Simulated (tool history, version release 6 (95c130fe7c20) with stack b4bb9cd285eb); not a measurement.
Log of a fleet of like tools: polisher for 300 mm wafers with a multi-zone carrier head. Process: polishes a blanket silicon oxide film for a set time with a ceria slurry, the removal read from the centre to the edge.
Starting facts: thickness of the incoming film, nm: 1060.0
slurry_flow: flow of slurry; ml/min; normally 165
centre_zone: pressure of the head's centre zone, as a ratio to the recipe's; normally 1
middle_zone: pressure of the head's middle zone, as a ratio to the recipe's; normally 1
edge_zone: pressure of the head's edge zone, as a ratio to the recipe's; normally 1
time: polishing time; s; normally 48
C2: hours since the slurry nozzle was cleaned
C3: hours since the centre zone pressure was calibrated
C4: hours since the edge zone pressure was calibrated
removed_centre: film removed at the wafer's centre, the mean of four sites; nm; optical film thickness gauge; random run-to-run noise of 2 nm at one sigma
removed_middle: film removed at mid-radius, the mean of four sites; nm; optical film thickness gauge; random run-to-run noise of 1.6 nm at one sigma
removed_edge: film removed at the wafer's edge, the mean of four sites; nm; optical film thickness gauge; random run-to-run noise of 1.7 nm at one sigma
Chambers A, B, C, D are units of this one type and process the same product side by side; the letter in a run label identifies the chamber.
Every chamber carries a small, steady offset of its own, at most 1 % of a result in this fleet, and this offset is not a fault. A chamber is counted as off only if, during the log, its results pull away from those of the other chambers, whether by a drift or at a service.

run 1D hour=7.9 | slurry_flow=165 centre_zone=1 middle_zone=1 edge_zone=1 time=48 | wafers_polished_on_this_pad=920 C2=823.4 C3=532.4 C4=143.3 | removed_centre=183.15 removed_middle=181.73 removed_edge=176.53
run 2C hour=15.8 | slurry_flow=165 centre_zone=1 middle_zone=1 edge_zone=1 time=48 | wafers_polished_on_this_pad=1050 C2=678.9 C3=56.2 C4=417.2 | removed_centre=181.41 removed_middle=179.46 removed_edge=181
run 3A hour=21.3 | slurry_flow=165 centre_zone=1 middle_zone=1 edge_zone=1 time=48 | wafers_polished_on_this_pad=259 C2=36.6 C3=635.9 C4=325.7 | removed_centre=184.63 removed_middle=184.58 removed_edge=182.38
run 4B hour=25.1 | slurry_flow=165 centre_zone=1 middle_zone=1 edge_zone=1 time=48 | wafers_polished_on_this_pad=370 C2=199.4 C3=108.7 C4=311.1 | removed_centre=183.35 removed_middle=180.47 removed_edge=179.84
run 5A hour=32.5 | slurry_flow=165 centre_zone=1 middle_zone=1 edge_zone=1 time=48 | wafers_polished_on_this_pad=358 C2=47.8 C3=647.1 C4=336.9 | removed_centre=182.88 removed_middle=184.77 removed_edge=180.7
run 6B hour=37.2 | slurry_flow=165 centre_zone=1 middle_zone=1 edge_zone=1 time=48 | wafers_polished_on_this_pad=477 C2=211.5 C3=120.8 C4=323.2 | removed_centre=180.01 removed_middle=181.35 removed_edge=182.12
run 7D hour=43.9 | slurry_flow=165 centre_zone=1 middle_zone=1 edge_zone=1 time=48 | wafers_polished_on_this_pad=1239 C2=859.4 C3=568.4 C4=179.3 | removed_centre=177.62 removed_middle=178.92 removed_edge=179.98
-- hour=47.6 chamber C: worn pad replaced by a new one
run 8C hour=48.8 | slurry_flow=165 centre_zone=1 middle_zone=1 edge_zone=1 time=39 | wafers_polished_on_this_pad=10 C2=711.9 C3=89.2 C4=450.2 | removed_centre=148.69 removed_middle=147.09 removed_edge=147.39
run 9A hour=54.4 | slurry_flow=165 centre_zone=1 middle_zone=1 edge_zone=1 time=39 | wafers_polished_on_this_pad=552 C2=69.7 C3=669 C4=358.8 | removed_centre=147.34 removed_middle=147.22 removed_edge=146.43
run 10D hour=58.9 | slurry_flow=165 centre_zone=1 middle_zone=1 edge_zone=1 time=39 | wafers_polished_on_this_pad=1371 C2=874.4 C3=583.4 C4=194.3 | removed_centre=148.86 removed_middle=145.63 removed_edge=142.57
run 11B hour=64.6 | slurry_flow=165 centre_zone=1 middle_zone=1 edge_zone=1 time=39 | wafers_polished_on_this_pad=719 C2=238.9 C3=148.2 C4=350.6 | removed_centre=149.17 removed_middle=146.93 removed_edge=149.6
-- hour=69.4 chamber D: worn pad replaced by a new one
run 12C hour=72.6 | slurry_flow=165 centre_zone=1 middle_zone=1 edge_zone=1 time=48 | wafers_polished_on_this_pad=221 C2=735.7 C3=113 C4=474 | removed_centre=184.51 removed_middle=183.09 removed_edge=177.54
run 13A hour=77.8 | slurry_flow=165 centre_zone=1 middle_zone=1 edge_zone=1.11 time=48 | wafers_polished_on_this_pad=759 C2=93.1 C3=692.4 C4=382.2 | removed_centre=184.12 removed_middle=183.05 removed_edge=190.18
-- hour=80.4 chamber A: worn pad replaced by a new one
-- hour=80.7 chamber B: worn pad replaced by a new one
run 14C hour=84.4 | slurry_flow=165 centre_zone=1 middle_zone=1 edge_zone=1.11 time=48 | wafers_polished_on_this_pad=325 C2=747.5 C3=124.8 C4=485.8 | removed_centre=180.24 removed_middle=181.91 removed_edge=195.54
run 15D hour=91 | slurry_flow=165 centre_zone=1 middle_zone=1 edge_zone=1.11 time=48 | wafers_polished_on_this_pad=191 C2=906.5 C3=615.5 C4=226.4 | removed_centre=176.92 removed_middle=177.58 removed_edge=191.51
-- hour=98.2 chamber D: slurry nozzle cleaned
run 16B hour=99.2 | slurry_flow=165 centre_zone=1 middle_zone=1 edge_zone=1.11 time=48 | wafers_polished_on_this_pad=163 C2=273.5 C3=182.8 C4=385.2 | removed_centre=179.26 removed_middle=183.2 removed_edge=192.59
run 17C hour=106.7 | slurry_flow=165 centre_zone=1 middle_zone=1 edge_zone=0.9 time=48 | wafers_polished_on_this_pad=522 C2=769.8 C3=147.1 C4=508.1 | removed_centre=181.2 removed_middle=181.28 removed_edge=171.92
run 18A hour=111.8 | slurry_flow=165 centre_zone=1 middle_zone=1 edge_zone=0.9 time=48 | wafers_polished_on_this_pad=278 C2=127.1 C3=726.4 C4=416.2 | removed_centre=185.37 removed_middle=184.14 removed_edge=171.62
-- hour=112 chamber C: slurry nozzle cleaned
run 19D hour=116.5 | slurry_flow=165 centre_zone=1 middle_zone=1 edge_zone=0.9 time=48 | wafers_polished_on_this_pad=416 C2=18.4 C3=641 C4=251.9 | removed_centre=182.71 removed_middle=181.12 removed_edge=170.48
run 20B hour=121.9 | slurry_flow=165 centre_zone=1 middle_zone=1 edge_zone=0.9 time=48 | wafers_polished_on_this_pad=364 C2=296.2 C3=205.5 C4=407.9 | removed_centre=179.93 removed_middle=181.96 removed_edge=175.17
run 21C hour=127.7 | slurry_flow=165 centre_zone=1 middle_zone=1 edge_zone=1 time=48 | wafers_polished_on_this_pad=708 C2=15.7 C3=168.1 C4=529.1 | removed_centre=184.7 removed_middle=180.12 removed_edge=178.66
run 22A hour=135.1 | slurry_flow=165 centre_zone=1 middle_zone=0.91 edge_zone=0.95 time=48 | wafers_polished_on_this_pad=484 C2=150.4 C3=749.7 C4=439.5 | removed_centre=188.22 removed_middle=167.51 removed_edge=175.55
run 23B hour=139.8 | slurry_flow=165 centre_zone=1 middle_zone=0.91 edge_zone=0.95 time=48 | wafers_polished_on_this_pad=522 C2=314.1 C3=223.4 C4=425.8 | removed_centre=181.12 removed_middle=166.41 removed_edge=179.14
run 24D hour=145.8 | slurry_flow=165 centre_zone=1 middle_zone=0.91 edge_zone=0.95 time=48 | wafers_polished_on_this_pad=675 C2=47.7 C3=670.3 C4=281.2 | removed_centre=183.79 removed_middle=165.86 removed_edge=176.44
-- hour=147 chamber B: slurry nozzle cleaned
run 25C hour=152.8 | slurry_flow=165 centre_zone=1 middle_zone=0.91 edge_zone=0.95 time=48 | wafers_polished_on_this_pad=930 C2=40.8 C3=193.2 C4=554.2 | removed_centre=179.46 removed_middle=167.37 removed_edge=176.11
run 26D hour=160.1 | slurry_flow=165 centre_zone=1 middle_zone=1 edge_zone=1 time=48 | wafers_polished_on_this_pad=802 C2=62 C3=684.6 C4=295.5 | removed_centre=184.27 removed_middle=181.12 removed_edge=182.19
-- hour=162.6 chamber A: edge zone pressure recalibrated
run 27B hour=164.2 | slurry_flow=165 centre_zone=1 middle_zone=1 edge_zone=1 time=48 | wafers_polished_on_this_pad=738 C2=17.3 C3=247.8 C4=450.2 | removed_centre=184.62 removed_middle=183.16 removed_edge=182.13
-- hour=167.1 chamber A: worn pad replaced by a new one
run 28A hour=169.9 | slurry_flow=165 centre_zone=1 middle_zone=1 edge_zone=1 time=48 | wafers_polished_on_this_pad=25 C2=185.2 C3=784.5 C4=7.3 | removed_centre=191 removed_middle=183.03 removed_edge=180.71
run 29B hour=173.8 | slurry_flow=165 centre_zone=1 middle_zone=1 edge_zone=1 time=48 | wafers_polished_on_this_pad=823 C2=26.9 C3=257.4 C4=459.8 | removed_centre=180.82 removed_middle=181.55 removed_edge=183.52
run 30C hour=181.2 | slurry_flow=165 centre_zone=1 middle_zone=1 edge_zone=1 time=48 | wafers_polished_on_this_pad=1181 C2=69.2 C3=221.6 C4=582.6 | removed_centre=183.88 removed_middle=183.81 removed_edge=183.36
-- hour=182.1 chamber B: worn pad replaced by a new one
run 31A hour=185.2 | slurry_flow=165 centre_zone=1 middle_zone=1 edge_zone=1 time=48 | wafers_polished_on_this_pad=160 C2=200.5 C3=799.8 C4=22.6 | removed_centre=191.9 removed_middle=185.29 removed_edge=181.71
-- hour=190.8 chamber C: worn pad replaced by a new one
run 32D hour=192.7 | slurry_flow=165 centre_zone=1 middle_zone=1 edge_zone=1 time=48 | wafers_polished_on_this_pad=1090 C2=94.6 C3=717.2 C4=328.1 | removed_centre=181.22 removed_middle=177.9 removed_edge=180.8
run 33C hour=200.6 | slurry_flow=165 centre_zone=1 middle_zone=1 edge_zone=1 time=48 | wafers_polished_on_this_pad=87 C2=88.6 C3=241 C4=602 | removed_centre=178.78 removed_middle=183.22 removed_edge=179.37
run 34A hour=206.7 | slurry_flow=165 centre_zone=1 middle_zone=1 edge_zone=1 time=48 | wafers_polished_on_this_pad=350 C2=222 C3=821.3 C4=44.1 | removed_centre=189.88 removed_middle=179.36 removed_edge=184.31
run 35D hour=214.9 | slurry_flow=165 centre_zone=1 middle_zone=1 edge_zone=1 time=48 | wafers_polished_on_this_pad=1286 C2=116.8 C3=739.4 C4=350.3 | removed_centre=182.72 removed_middle=181.26 removed_edge=178.28
run 36B hour=223.1 | slurry_flow=165 centre_zone=1 middle_zone=1 edge_zone=1 time=48 | wafers_polished_on_this_pad=363 C2=76.2 C3=306.7 C4=509.1 | removed_centre=181.1 removed_middle=184.38 removed_edge=180.78
run 37B hour=229.1 | slurry_flow=165 centre_zone=1 middle_zone=1 edge_zone=1 time=48 | wafers_polished_on_this_pad=416 C2=82.2 C3=312.7 C4=515.1 | removed_centre=182.61 removed_middle=183.11 removed_edge=180.44

Next, all 4 chambers run the settings below, one line each with question marks for the results. What does each chamber give?
run 38A hour=235.2 | slurry_flow=165 centre_zone=1 middle_zone=1 edge_zone=1 time=48 | removed_centre=? removed_middle=? removed_edge=?
run 38B hour=235.2 | slurry_flow=165 centre_zone=1 middle_zone=1 edge_zone=1 time=48 | removed_centre=? removed_middle=? removed_edge=?
run 38C hour=235.2 | slurry_flow=165 centre_zone=1 middle_zone=1 edge_zone=1 time=48 | removed_centre=? removed_middle=? removed_edge=?
run 38D hour=235.2 | slurry_flow=165 centre_zone=1 middle_zone=1 edge_zone=1 time=48 | removed_centre=? removed_middle=? removed_edge=?

run=38A removed_centre=193.11 removed_middle=183.97 removed_edge=186.26
run=38B removed_centre=181.76 removed_middle=180.38 removed_edge=183.07
run=38C removed_centre=181.07 removed_middle=184.71 removed_edge=182.23
run=38D removed_centre=182.85 removed_middle=178.49 removed_edge=183.92
